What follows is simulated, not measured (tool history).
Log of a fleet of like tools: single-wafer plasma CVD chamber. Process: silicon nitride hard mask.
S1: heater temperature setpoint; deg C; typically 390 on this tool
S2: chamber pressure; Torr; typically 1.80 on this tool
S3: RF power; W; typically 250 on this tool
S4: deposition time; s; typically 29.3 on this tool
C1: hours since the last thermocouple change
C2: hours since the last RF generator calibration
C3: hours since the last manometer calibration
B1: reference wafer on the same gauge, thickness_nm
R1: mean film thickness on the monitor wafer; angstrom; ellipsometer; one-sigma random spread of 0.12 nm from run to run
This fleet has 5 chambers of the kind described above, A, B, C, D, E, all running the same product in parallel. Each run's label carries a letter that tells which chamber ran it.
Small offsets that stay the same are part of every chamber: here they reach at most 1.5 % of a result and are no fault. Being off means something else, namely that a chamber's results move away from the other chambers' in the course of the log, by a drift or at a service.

run 1D day=0.162 | S1=390 S2=1.80 S3=250 S4=29.3 | C1=709.1 C2=939.1 C3=1107.5 | B1=32.911 | R1=310.06
run 2B day=0.358 | S1=390 S2=1.80 S3=250 S4=29.3 | C1=750.2 C2=384.1 C3=152.4 | B1=32.930 | R1=309.29
run 3C day=0.675 | S1=390 S2=1.80 S3=250 S4=29.3 | C1=362.6 C2=1565.6 C3=400.2 | B1=32.881 | R1=309.86
run 4E day=0.904 | S1=390 S2=1.80 S3=250 S4=29.3 | C1=1039.1 C2=736.8 C3=620.4 | B1=32.865 | R1=313.84
run 5A day=1.071 | S1=390 S2=1.80 S3=250 S4=29.3 | C1=384.6 C2=647.5 C3=69.4 | B1=32.913 | R1=311.26
run 6C day=1.267 | S1=390 S2=1.80 S3=250 S4=29.3 | C1=376.8 C2=1579.8 C3=414.4 | B1=32.914 | R1=309.83
run 7A day=1.467 | S1=390 S2=1.80 S3=250 S4=29.3 | C1=394.1 C2=657.0 C3=78.9 | B1=32.924 | R1=310.16
run 8E day=1.762 | S1=390 S2=1.80 S3=220 S4=29.3 | C1=1059.7 C2=757.4 C3=641.0 | B1=32.914 | R1=288.03
run 9D day=2.000 | S1=390 S2=1.80 S3=220 S4=29.3 | C1=753.2 C2=983.2 C3=1151.6 | B1=32.892 | R1=280.85
run 10B day=2.179 | S1=390 S2=1.80 S3=220 S4=29.3 | C1=793.9 C2=427.8 C3=196.1 | B1=32.868 | R1=281.97
run 11D day=2.408 | S1=390 S2=1.80 S3=220 S4=29.3 | C1=763.0 C2=993.0 C3=1161.4 | B1=32.909 | R1=282.63
run 12E day=2.700 | S1=390 S2=1.80 S3=220 S4=29.3 | C1=1082.2 C2=779.9 C3=663.5 | B1=32.920 | R1=288.35
run 13A day=2.983 | S1=390 S2=1.80 S3=250 S4=29.3 | C1=430.5 C2=693.4 C3=115.3 | B1=32.902 | R1=310.98
run 14B day=3.192 | S1=390 S2=1.80 S3=250 S4=29.3 | C1=818.2 C2=452.1 C3=220.4 | B1=32.896 | R1=309.43
run 15C day=3.496 | S1=390 S2=1.55 S3=250 S4=29.3 | C1=430.3 C2=1633.3 C3=467.9 | B1=32.908 | R1=297.87
run 16A day=3.654 | S1=390 S2=1.55 S3=250 S4=29.3 | C1=446.6 C2=709.5 C3=131.4 | B1=32.906 | R1=297.81
run 17C day=3.921 | S1=390 S2=1.55 S3=250 S4=29.3 | C1=440.5 C2=1643.5 C3=478.1 | B1=32.887 | R1=298.10
run 18D day=4.150 | S1=390 S2=1.55 S3=250 S4=29.3 | C1=804.8 C2=1034.8 C3=1203.2 | B1=32.900 | R1=297.68
run 19B day=4.371 | S1=390 S2=1.55 S3=250 S4=29.3 | C1=846.5 C2=480.4 C3=248.7 | B1=32.895 | R1=294.94
run 20E day=4.675 | S1=390 S2=1.80 S3=250 S4=29.3 | C1=1129.6 C2=827.3 C3=710.9 | B1=32.931 | R1=313.76
run 21D day=4.867 | S1=390 S2=1.80 S3=250 S4=29.3 | C1=822.0 C2=1052.0 C3=1220.4 | B1=32.898 | R1=311.25
run 22C day=5.167 | S1=390 S2=1.80 S3=250 S4=29.3 | C1=470.4 C2=1673.4 C3=508.0 | B1=32.930 | R1=310.54
run 23E day=5.346 | S1=390 S2=1.80 S3=250 S4=29.3 | C1=1145.7 C2=843.4 C3=727.0 | B1=32.870 | R1=313.90
run 24A day=5.533 | S1=390 S2=1.80 S3=250 S4=29.3 | C1=491.7 C2=754.6 C3=176.5 | B1=32.901 | R1=310.78
run 25B day=5.846 | S1=390 S2=1.80 S3=250 S4=29.3 | C1=881.9 C2=515.8 C3=284.1 | B1=32.889 | R1=309.32
run 26D day=6.171 | S1=390 S2=1.80 S3=250 S4=29.3 | C1=853.3 C2=1083.3 C3=1251.7 | B1=32.905 | R1=308.83
run 27C day=6.488 | S1=390 S2=1.80 S3=250 S4=25.1 | C1=502.1 C2=1705.1 C3=539.7 | B1=32.878 | R1=265.24
run 28B day=6.762 | S1=390 S2=1.80 S3=250 S4=25.1 | C1=903.9 C2=537.8 C3=306.1 | B1=32.911 | R1=265.07
run 29A day=6.967 | S1=390 S2=1.80 S3=250 S4=25.1 | C1=526.1 C2=789.0 C3=210.9 | B1=32.952 | R1=266.49
run 30E day=7.221 | S1=390 S2=1.80 S3=250 S4=25.1 | C1=1190.7 C2=888.4 C3=772.0 | B1=32.885 | R1=268.21

Each of the 5 chambers runs these same settings next. Fill in every chamber's results:
run 31A day=7.454 | S1=390 S2=1.80 S3=250 S4=29.3 | R1=?
run 31B day=7.454 | S1=390 S2=1.80 S3=250 S4=29.3 | R1=?
run 31C day=7.454 | S1=390 S2=1.80 S3=250 S4=29.3 | R1=?
run 31D day=7.454 | S1=390 S2=1.80 S3=250 S4=29.3 | R1=?
run 31E day=7.454 | S1=390 S2=1.80 S3=250 S4=29.3 | R1=?

run=31A R1=311.45
run=31B R1=307.72
run=31C R1=310.31
run=31D R1=308.53
run=31E R1=311.37
